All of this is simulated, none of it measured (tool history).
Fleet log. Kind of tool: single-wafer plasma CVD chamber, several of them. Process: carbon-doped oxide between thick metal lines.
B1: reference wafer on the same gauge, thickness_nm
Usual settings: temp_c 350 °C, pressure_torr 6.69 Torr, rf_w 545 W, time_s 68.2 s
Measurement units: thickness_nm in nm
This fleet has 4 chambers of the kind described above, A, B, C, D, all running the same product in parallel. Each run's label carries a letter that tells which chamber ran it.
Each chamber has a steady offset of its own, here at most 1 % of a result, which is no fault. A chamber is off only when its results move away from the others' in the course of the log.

{"run": "1D", "day": 0.454, "temp_c": 350, "pressure_torr": 6.69, "rf_w": 545, "time_s": 68.2, "B1": 375.18, "thickness_nm": 378.8}
{"run": "2A", "day": 0.733, "temp_c": 350, "pressure_torr": 6.69, "rf_w": 545, "time_s": 68.2, "B1": 375.02, "thickness_nm": 379.07}
{"run": "3B", "day": 1.062, "temp_c": 350, "pressure_torr": 6.69, "rf_w": 545, "time_s": 68.2, "B1": 375.15, "thickness_nm": 375.95}
{"run": "4C", "day": 1.504, "temp_c": 350, "pressure_torr": 6.69, "rf_w": 545, "time_s": 68.2, "B1": 375.35, "thickness_nm": 379.53}
{"run": "5B", "day": 1.912, "temp_c": 350, "pressure_torr": 6.69, "rf_w": 545, "time_s": 68.2, "B1": 375.39, "thickness_nm": 376.61}
{"run": "6A", "day": 2.133, "temp_c": 350, "pressure_torr": 6.69, "rf_w": 545, "time_s": 68.2, "B1": 375.46, "thickness_nm": 378.42}
{"run": "7D", "day": 2.554, "temp_c": 350, "pressure_torr": 5.34, "rf_w": 500, "time_s": 68.2, "B1": 375.43, "thickness_nm": 350.59}
{"run": "8C", "day": 2.929, "temp_c": 350, "pressure_torr": 5.34, "rf_w": 500, "time_s": 68.2, "B1": 375.63, "thickness_nm": 351.62}
{"run": "9B", "day": 3.212, "temp_c": 350, "pressure_torr": 5.34, "rf_w": 500, "time_s": 68.2, "B1": 375.69, "thickness_nm": 347.6}
{"run": "10C", "day": 3.675, "temp_c": 350, "pressure_torr": 5.34, "rf_w": 500, "time_s": 68.2, "B1": 375.77, "thickness_nm": 351.85}
{"run": "11A", "day": 3.879, "temp_c": 350, "pressure_torr": 6.69, "rf_w": 545, "time_s": 68.2, "B1": 375.83, "thickness_nm": 379.76}
{"run": "12D", "day": 4.358, "temp_c": 350, "pressure_torr": 6.69, "rf_w": 610, "time_s": 59.6, "B1": 375.97, "thickness_nm": 355.34}
{"run": "13D", "day": 4.6, "temp_c": 350, "pressure_torr": 6.69, "rf_w": 610, "time_s": 59.6, "B1": 376.16, "thickness_nm": 356.16}
{"run": "14A", "day": 4.825, "temp_c": 350, "pressure_torr": 6.69, "rf_w": 610, "time_s": 59.6, "B1": 376.06, "thickness_nm": 355.07}
{"run": "15B", "day": 5.075, "temp_c": 350, "pressure_torr": 6.69, "rf_w": 610, "time_s": 59.6, "B1": 376.08, "thickness_nm": 353.38}
{"run": "16C", "day": 5.542, "temp_c": 350, "pressure_torr": 6.69, "rf_w": 545, "time_s": 68.2, "B1": 376.24, "thickness_nm": 381.25}
{"run": "17A", "day": 5.75, "temp_c": 350, "pressure_torr": 6.69, "rf_w": 545, "time_s": 68.2, "B1": 376.28, "thickness_nm": 379.3}
{"run": "18D", "day": 6.062, "temp_c": 350, "pressure_torr": 6.69, "rf_w": 545, "time_s": 68.2, "B1": 376.37, "thickness_nm": 381.2}
{"run": "19C", "day": 6.371, "temp_c": 350, "pressure_torr": 6.69, "rf_w": 545, "time_s": 68.2, "B1": 376.49, "thickness_nm": 381.6}
{"run": "20B", "day": 6.821, "temp_c": 350, "pressure_torr": 6.69, "rf_w": 545, "time_s": 68.2, "B1": 376.52, "thickness_nm": 377.1}
{"day": 6.838, "done": "chamber A: capacitance manometer re-zeroed and calibrated"}
{"run": "21C", "day": 7.058, "temp_c": 350, "pressure_torr": 6.69, "rf_w": 545, "time_s": 68.2, "B1": 376.53, "thickness_nm": 381.83}
{"run": "22B", "day": 7.508, "temp_c": 350, "pressure_torr": 6.69, "rf_w": 545, "time_s": 68.2, "B1": 376.63, "thickness_nm": 378.15}
{"run": "23D", "day": 7.725, "temp_c": 350, "pressure_torr": 6.69, "rf_w": 545, "time_s": 68.2, "B1": 376.81, "thickness_nm": 380.36}
{"run": "24A", "day": 7.95, "temp_c": 350, "pressure_torr": 6.69, "rf_w": 545, "time_s": 68.2, "B1": 376.73, "thickness_nm": 380.76}
{"run": "25B", "day": 8.304, "temp_c": 350, "pressure_torr": 6.69, "rf_w": 545, "time_s": 68.2, "B1": 376.79, "thickness_nm": 377.91}
{"run": "26A", "day": 8.608, "temp_c": 350, "pressure_torr": 6.69, "rf_w": 545, "time_s": 68.2, "B1": 376.78, "thickness_nm": 380.16}
{"run": "27C", "day": 9.033, "temp_c": 350, "pressure_torr": 6.69, "rf_w": 545, "time_s": 68.2, "B1": 377, "thickness_nm": 382.05}

Next, every chamber runs the same settings. What will each give?
{"run": "28A", "day": 9.375, "temp_c": 350, "pressure_torr": 6.69, "rf_w": 545, "time_s": 68.2, "thickness_nm": "?"}
{"run": "28B", "day": 9.375, "temp_c": 350, "pressure_torr": 6.69, "rf_w": 545, "time_s": 68.2, "thickness_nm": "?"}
{"run": "28C", "day": 9.375, "temp_c": 350, "pressure_torr": 6.69, "rf_w": 545, "time_s": 68.2, "thickness_nm": "?"}
{"run": "28D", "day": 9.375, "temp_c": 350, "pressure_torr": 6.69, "rf_w": 545, "time_s": 68.2, "thickness_nm": "?"}

run=28A thickness_nm=380.68
run=28B thickness_nm=378.56
run=28C thickness_nm=382.33
run=28D thickness_nm=381.46

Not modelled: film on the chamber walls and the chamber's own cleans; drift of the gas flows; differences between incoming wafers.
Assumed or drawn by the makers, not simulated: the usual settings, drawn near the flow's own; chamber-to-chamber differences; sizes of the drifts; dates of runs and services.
